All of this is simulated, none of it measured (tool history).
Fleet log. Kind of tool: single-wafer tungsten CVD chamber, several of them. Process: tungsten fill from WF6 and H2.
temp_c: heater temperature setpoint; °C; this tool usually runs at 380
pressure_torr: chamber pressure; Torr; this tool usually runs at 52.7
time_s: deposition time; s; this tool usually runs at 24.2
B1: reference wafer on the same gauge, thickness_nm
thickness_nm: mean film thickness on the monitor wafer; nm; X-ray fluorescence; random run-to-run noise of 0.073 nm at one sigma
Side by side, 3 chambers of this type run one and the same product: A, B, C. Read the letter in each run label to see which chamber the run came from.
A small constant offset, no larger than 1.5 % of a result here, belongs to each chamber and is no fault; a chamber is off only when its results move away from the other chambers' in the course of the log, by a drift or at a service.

{"run": "1C", "day": 0.583, "temp_c": 380, "pressure_torr": 52.7, "time_s": 24.2, "B1": 69.081, "thickness_nm": 62.208}
{"run": "2B", "day": 0.979, "temp_c": 380, "pressure_torr": 52.7, "time_s": 24.2, "B1": 69.097, "thickness_nm": 62.859}
{"run": "3A", "day": 1.292, "temp_c": 380, "pressure_torr": 52.7, "time_s": 24.2, "B1": 69.065, "thickness_nm": 62.159}
{"run": "4A", "day": 1.792, "temp_c": 380, "pressure_torr": 52.7, "time_s": 24.2, "B1": 69.054, "thickness_nm": 62.097}
{"run": "5C", "day": 2.158, "temp_c": 380, "pressure_torr": 52.7, "time_s": 24.2, "B1": 69.062, "thickness_nm": 62.261}
{"run": "6B", "day": 2.612, "temp_c": 380, "pressure_torr": 52.7, "time_s": 24.2, "B1": 69.063, "thickness_nm": 62.913}
{"run": "7B", "day": 2.975, "temp_c": 380, "pressure_torr": 52.7, "time_s": 24.2, "B1": 69.037, "thickness_nm": 62.939}
{"run": "8A", "day": 3.508, "temp_c": 380, "pressure_torr": 52.7, "time_s": 24.2, "B1": 69.023, "thickness_nm": 62.096}
{"run": "9C", "day": 3.946, "temp_c": 380, "pressure_torr": 52.7, "time_s": 24.2, "B1": 69.039, "thickness_nm": 62.075}
{"run": "10C", "day": 4.542, "temp_c": 380, "pressure_torr": 52.7, "time_s": 24.2, "B1": 69.019, "thickness_nm": 62.39}
{"run": "11A", "day": 5.167, "temp_c": 380, "pressure_torr": 52.7, "time_s": 24.2, "B1": 69.014, "thickness_nm": 62.106}
{"run": "12B", "day": 5.825, "temp_c": 380, "pressure_torr": 52.7, "time_s": 24.2, "B1": 68.988, "thickness_nm": 62.682}
{"run": "13A", "day": 6.275, "temp_c": 380, "pressure_torr": 52.7, "time_s": 24.2, "B1": 68.959, "thickness_nm": 62.137}
{"run": "14C", "day": 6.892, "temp_c": 380, "pressure_torr": 52.7, "time_s": 24.2, "B1": 68.974, "thickness_nm": 62.213}
{"run": "15B", "day": 7.454, "temp_c": 380, "pressure_torr": 52.7, "time_s": 24.2, "B1": 68.97, "thickness_nm": 62.725}
{"run": "16C", "day": 8.025, "temp_c": 380, "pressure_torr": 52.7, "time_s": 24.2, "B1": 68.953, "thickness_nm": 62.106}
{"run": "17B", "day": 8.367, "temp_c": 380, "pressure_torr": 52.7, "time_s": 24.2, "B1": 68.943, "thickness_nm": 62.653}
{"run": "18A", "day": 8.829, "temp_c": 380, "pressure_torr": 52.7, "time_s": 24.2, "B1": 68.93, "thickness_nm": 62.14}
{"run": "19C", "day": 9.35, "temp_c": 394, "pressure_torr": 62.2, "time_s": 24.2, "B1": 68.952, "thickness_nm": 87.832}
{"run": "20A", "day": 9.954, "temp_c": 394, "pressure_torr": 62.2, "time_s": 24.2, "B1": 68.914, "thickness_nm": 87.506}
{"run": "21B", "day": 10.438, "temp_c": 394, "pressure_torr": 62.2, "time_s": 24.2, "B1": 68.911, "thickness_nm": 88.624}
{"run": "22B", "day": 10.8, "temp_c": 380, "pressure_torr": 52.7, "time_s": 24.2, "B1": 68.909, "thickness_nm": 62.656}
{"run": "23C", "day": 11.225, "temp_c": 380, "pressure_torr": 43.8, "time_s": 24.2, "B1": 68.901, "thickness_nm": 57.028}
{"run": "24A", "day": 11.771, "temp_c": 380, "pressure_torr": 43.8, "time_s": 24.2, "B1": 68.856, "thickness_nm": 56.742}
{"run": "25C", "day": 12.267, "temp_c": 380, "pressure_torr": 43.8, "time_s": 24.2, "B1": 68.874, "thickness_nm": 57.099}
{"run": "26B", "day": 12.846, "temp_c": 380, "pressure_torr": 52.7, "time_s": 24.2, "B1": 68.865, "thickness_nm": 62.663}
{"run": "27A", "day": 13.483, "temp_c": 380, "pressure_torr": 52.7, "time_s": 24.2, "B1": 68.853, "thickness_nm": 61.97}
{"run": "28B", "day": 13.946, "temp_c": 380, "pressure_torr": 52.7, "time_s": 24.2, "B1": 68.861, "thickness_nm": 62.688}
{"run": "29A", "day": 14.279, "temp_c": 380, "pressure_torr": 52.7, "time_s": 24.2, "B1": 68.823, "thickness_nm": 61.917}
{"run": "30C", "day": 14.879, "temp_c": 380, "pressure_torr": 52.7, "time_s": 24.2, "B1": 68.804, "thickness_nm": 62.139}
{"day": 15.033, "done": "chamber A: thermocouple changed; heater temperature recalibrated"}
{"run": "31A", "day": 15.325, "temp_c": 380, "pressure_torr": 52.7, "time_s": 24.2, "B1": 68.828, "thickness_nm": 61.89}
{"day": 15.621, "done": "chamber C: thermocouple changed; heater temperature recalibrated"}
{"run": "32B", "day": 15.629, "temp_c": 380, "pressure_torr": 52.7, "time_s": 24.2, "B1": 68.828, "thickness_nm": 62.531}
{"run": "33C", "day": 16.0, "temp_c": 380, "pressure_torr": 52.7, "time_s": 24.2, "B1": 68.803, "thickness_nm": 62.079}
{"run": "34B", "day": 16.488, "temp_c": 380, "pressure_torr": 52.7, "time_s": 24.2, "B1": 68.778, "thickness_nm": 62.475}
{"run": "35C", "day": 16.967, "temp_c": 380, "pressure_torr": 52.7, "time_s": 28.5, "B1": 68.812, "thickness_nm": 73.197}
{"run": "36A", "day": 17.354, "temp_c": 380, "pressure_torr": 52.7, "time_s": 28.5, "B1": 68.778, "thickness_nm": 72.855}
{"run": "37A", "day": 17.692, "temp_c": 380, "pressure_torr": 52.7, "time_s": 28.5, "B1": 68.773, "thickness_nm": 72.908}

Read the log: is a single chamber off, either drifting away or since a service, is the gauge that measures every chamber drifting, or is nothing wrong beyond small per-chamber offsets? Name any odd chamber and what most likely caused it.

Every chamber seems to shift together because the gauge that measures them all drifts; the chambers themselves are fine.
What lies behind it: gauge reads low (%) = 0.487.
